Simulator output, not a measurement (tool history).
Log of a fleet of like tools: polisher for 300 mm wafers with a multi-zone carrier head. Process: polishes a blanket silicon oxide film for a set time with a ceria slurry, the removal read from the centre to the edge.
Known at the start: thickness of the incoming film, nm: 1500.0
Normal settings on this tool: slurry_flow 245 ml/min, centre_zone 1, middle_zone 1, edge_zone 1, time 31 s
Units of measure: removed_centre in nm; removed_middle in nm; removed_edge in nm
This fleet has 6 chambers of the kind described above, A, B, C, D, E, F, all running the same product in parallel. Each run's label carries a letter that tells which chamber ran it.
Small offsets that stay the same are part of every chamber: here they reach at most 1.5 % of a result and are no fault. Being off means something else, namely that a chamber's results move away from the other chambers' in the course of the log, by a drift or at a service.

run,hour,slurry_flow,centre_zone,middle_zone,edge_zone,time,removed_centre,removed_middle,removed_edge
# hour 1.8: chamber D: worn pad replaced by a new one
# hour 3.3: chamber C: worn pad replaced by a new one
1E,8.9,245,1,1,1,31,140.29,141.21,142.27
2A,18.5,245,1,1,1,31,145.61,145.39,143.98
# hour 23.2: chamber E: worn pad replaced by a new one
# hour 24.2: chamber F: slurry nozzle cleaned
# hour 26.6: chamber E: slurry nozzle cleaned
# hour 27.1: chamber A: worn pad replaced by a new one
3C,27.3,245,1,1,1,31,143,142.93,140.96
4B,35.1,245,1,1,1,31,140.71,142.56,140.98
5F,43.4,245,1,0.94,1,31,144.98,136.54,144.1
6D,52,245,1,0.94,1,31,143.51,136.5,146.94
# hour 55.7: chamber F: worn pad replaced by a new one
# hour 57.7: chamber D: slurry nozzle cleaned
7B,61.9,245,1,0.94,1,31,145.98,135,139.99
# hour 65.5: chamber A: edge zone pressure recalibrated
8E,70.4,245,1,0.94,1,31,142.94,135.26,141.03
# hour 73: chamber B: worn pad replaced by a new one
# hour 76.1: chamber C: worn pad replaced by a new one
9D,77.9,245,1,0.94,1,31,137.69,135.68,143.02
# hour 88.2: chamber D: worn pad replaced by a new one
10C,88.8,245,1,0.94,1,31,145.25,134.55,144.1
11A,97.1,245,1,1,1,31,145.24,145.92,139.46
12F,104.4,245,1,1,1,31,144.57,144.98,143.78
# hour 105.6: chamber E: worn pad replaced by a new one
# hour 116.3: chamber A: worn pad replaced by a new one
13F,116.7,285,1,0.94,1,31,144.52,136.8,144.97
# hour 119.9: chamber F: worn pad replaced by a new one
14B,126.1,285,1,0.94,1,31,144.62,138.87,143.21
15C,138.6,285,1,0.94,1,31,144.68,137.58,144.12
# hour 144.9: chamber C: worn pad replaced by a new one
# hour 145.2: chamber B: worn pad replaced by a new one
16A,145.8,285,1,0.94,1,31,147.87,139.86,147.95
# hour 153.3: chamber C: slurry nozzle cleaned
17D,157.3,285,1,0.94,1,31,144.67,136.63,144.74
# hour 158: chamber B: slurry nozzle cleaned
18E,165,285,1,0.94,1,31,144.45,136.13,145.23
# hour 165.2: chamber D: worn pad replaced by a new one
19D,175.9,245,1,1,1,31,146.22,143.01,143.4
# hour 176.3: chamber B: centre zone pressure recalibrated
20A,182.2,245,1,1,1,31,146.05,144.78,145.71
21F,190.2,280,1,1,1,21,98.759,99.874,99.18
# hour 195.8: chamber F: worn pad replaced by a new one
22E,197.5,280,1,1,1,21,96.73,96.609,94.808
# hour 203.2: chamber A: worn pad replaced by a new one
# hour 203.7: chamber E: worn pad replaced by a new one
23B,207.8,280,1,1,1,21,101.32,98.7,97.399
24C,216.1,280,1,1,1,21,99.197,99.739,98.947
# hour 223.2: chamber C: worn pad replaced by a new one
25B,228.2,280,1,1,1,21,99.919,99.247,96.167
# hour 229.5: chamber B: worn pad replaced by a new one
# hour 231: chamber D: worn pad replaced by a new one
26E,236.3,280,1,1,1,21,100.18,97.308,95.754
27A,242.4,245,1,1,1,31,142.36,147.09,144.82
28D,252.6,245,1,1,1,31,145.66,142.5,144.13
29F,260.1,245,1,1,1,31,145.46,143.01,144.36
# hour 268.5: chamber F: worn pad replaced by a new one
30C,271.6,245,1,1,1,31,142.26,143.86,142.43
# hour 278.5: chamber A: worn pad replaced by a new one
31C,283.5,245,1,1,1,31,146.14,143.95,143.25
# hour 284.9: chamber E: worn pad replaced by a new one
# hour 287: chamber C: worn pad replaced by a new one
32E,290.2,245,1,1.08,1,31,144.14,152.26,142.72
# hour 297.5: chamber D: worn pad replaced by a new one
33A,300.1,245,1,1.08,1,31,141.65,156.55,144.45
34D,305.9,245,1,1.08,1,31,140.91,153.72,142.16
# hour 313.9: chamber B: worn pad replaced by a new one
# hour 318.1: chamber B: edge zone pressure recalibrated
35F,318.5,245,1,1.08,1,31,143.01,153.86,145.82
# hour 321.7: chamber F: centre zone pressure recalibrated
36B,325.4,245,1,1.08,1,31,146.23,153.83,141.61
# hour 327.6: chamber C: centre zone pressure recalibrated
37A,334.8,245,1,1.08,1,31,141.81,157.71,144.32
38B,342.5,245,1,1,1,31,148.61,142.31,142.4
# hour 348: chamber F: worn pad replaced by a new one
39E,351.3,245,1,1,1,31,139.82,141.37,142.98
# hour 356.8: chamber C: worn pad replaced by a new one
40D,359.6,245,1,1,1,31,137.95,144.28,144.69
41C,365.5,245,1,1,1,31,145.58,144.09,141.47
42F,371,245,1,1,1,31,147.1,143,139.76

Has any chamber moved away from the others, gradually or after a service, or does the common gauge drift, or do the chambers differ only by their own small steady offsets? State the chamber and the most likely cause if one applies.

Neither any chamber nor the gauge drifts; the chambers differ only by their own small, steady offsets.
